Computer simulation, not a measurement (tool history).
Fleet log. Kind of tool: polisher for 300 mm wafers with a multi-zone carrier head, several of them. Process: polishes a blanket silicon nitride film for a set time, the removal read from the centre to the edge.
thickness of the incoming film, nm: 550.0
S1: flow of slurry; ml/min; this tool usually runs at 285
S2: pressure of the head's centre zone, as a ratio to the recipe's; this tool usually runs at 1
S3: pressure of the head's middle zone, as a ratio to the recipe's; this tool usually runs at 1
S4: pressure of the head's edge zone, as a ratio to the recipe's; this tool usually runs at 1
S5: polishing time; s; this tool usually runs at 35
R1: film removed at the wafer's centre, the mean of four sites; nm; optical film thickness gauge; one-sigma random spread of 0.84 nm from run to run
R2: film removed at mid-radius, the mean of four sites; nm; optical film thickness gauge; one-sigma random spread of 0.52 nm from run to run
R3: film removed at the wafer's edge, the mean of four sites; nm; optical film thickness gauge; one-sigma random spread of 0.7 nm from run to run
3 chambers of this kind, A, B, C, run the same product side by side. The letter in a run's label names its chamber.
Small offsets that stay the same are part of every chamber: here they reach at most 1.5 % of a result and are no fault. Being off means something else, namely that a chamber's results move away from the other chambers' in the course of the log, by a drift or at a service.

run	day	S1	S2	S3	S4	S5	R1	R2	R3
# day 0.362: chamber A: worn pad replaced by a new one
1A	0.604	285	1	1	1	35	56.862	58.041	56.895
# day 0.679: chamber C: slurry nozzle cleaned
# day 0.692: chamber B: worn pad replaced by a new one
2B	0.888	285	1	1	1	35	57.675	58.138	58.295
# day 1.167: chamber C: worn pad replaced by a new one
3C	1.421	285	1	1	1	35	58.024	58.346	59.425
4B	1.708	285	1	1	1	35	59.229	57.719	59.566
5C	2.221	335	1.09	1	1	35	64.081	59.164	58.651
6A	2.633	335	1.09	1	1	35	65.034	59.145	58.547
# day 2.758: chamber C: edge zone pressure recalibrated
7C	3.071	335	1.09	1	1	35	64.729	59.071	58.22
8B	3.438	285	1	1	1	35	57.974	58.156	58.05
# day 3.654: chamber A: worn pad replaced by a new one
9A	3.754	285	1	1	1	35	58.651	58.269	58.62
# day 4.042: chamber B: worn pad replaced by a new one
# day 4.167: chamber C: worn pad replaced by a new one
10A	4.329	285	1	1	1	35	60.808	58.463	57.389
11C	4.729	285	1	1	1	35	56.849	58.183	58.675
12B	5	285	1	1	1	26	43.431	43.077	43.737
13C	5.392	285	1	1	1	26	42.425	43.35	43.333
14B	5.671	285	1	1	1	26	43.113	42.946	44.063
15A	6.175	285	1	1	1	35	59.57	58.473	57.117
16B	6.554	285	1	1	1	35	59.022	58.654	58.533
# day 6.629: chamber A: worn pad replaced by a new one
# day 6.8: chamber B: worn pad replaced by a new one
17C	6.879	285	1	1	1	35	56.6	58.136	58.823
18A	7.371	285	1.06	1	1	25	44.486	41.348	42.106
# day 7.508: chamber C: worn pad replaced by a new one
19B	7.933	285	1.06	1	1	25	44.183	41.241	42.357
20A	8.329	285	1.06	1	1	25	44.897	41.395	41.675
21C	8.921	285	1	1	1	35	56.109	58.654	58.465
22A	9.275	285	1	1	1	35	60.435	58.776	58.049
# day 9.371: chamber B: worn pad replaced by a new one
23B	9.546	285	1	1	1	35	59.042	57.447	58.313
# day 9.6: chamber A: worn pad replaced by a new one
# day 9.871: chamber B: slurry nozzle cleaned
24C	9.892	205	1	1	1	35	53.622	55.553	56.637
# day 10.096: chamber C: worn pad replaced by a new one
25C	10.2	205	1	1	1	35	54.208	55.144	55.998
26A	10.471	205	1	1	1	35	55.951	55.887	56.056
27B	10.975	285	1	1	1	35	56.863	58.15	60.048
28C	11.246	285	1	1	1	35	57.446	58.6	58.738
# day 11.254: chamber A: centre zone pressure recalibrated
29B	11.771	285	1	1	1	35	58.116	57.892	59.216
30A	12.088	285	1	1	1	35	57.605	58.63	57.945
# day 12.258: chamber B: worn pad replaced by a new one
31A	12.433	285	1	1	1	35	57.906	58.209	57.442
# day 12.517: chamber A: worn pad replaced by a new one
32B	13.004	285	1	1	1	35	57.893	58.056	60.561
33C	13.279	285	1	0.94	1	35	58.667	53.808	58.124
# day 13.392: chamber C: worn pad replaced by a new one
34B	13.854	285	1	0.94	1	35	58.683	54.605	59.69
# day 14.246: chamber A: edge zone pressure recalibrated
35A	14.471	285	1	0.94	1	35	58.123	54.581	57.858
36C	14.783	285	1	1	1	35	56.77	58.202	57.975

Each of the 3 chambers runs these same settings next. Fill in every chamber's results:
37A	15.229	285	1	1	1	35	?	?	?
37B	15.229	285	1	1	1	35	?	?	?
37C	15.229	285	1	1	1	35	?	?	?

run	R1	R2	R3
37A	58.237	58.059	58.009
37B	58.194	58.481	58.128
37C	58.49	58.313	58.356

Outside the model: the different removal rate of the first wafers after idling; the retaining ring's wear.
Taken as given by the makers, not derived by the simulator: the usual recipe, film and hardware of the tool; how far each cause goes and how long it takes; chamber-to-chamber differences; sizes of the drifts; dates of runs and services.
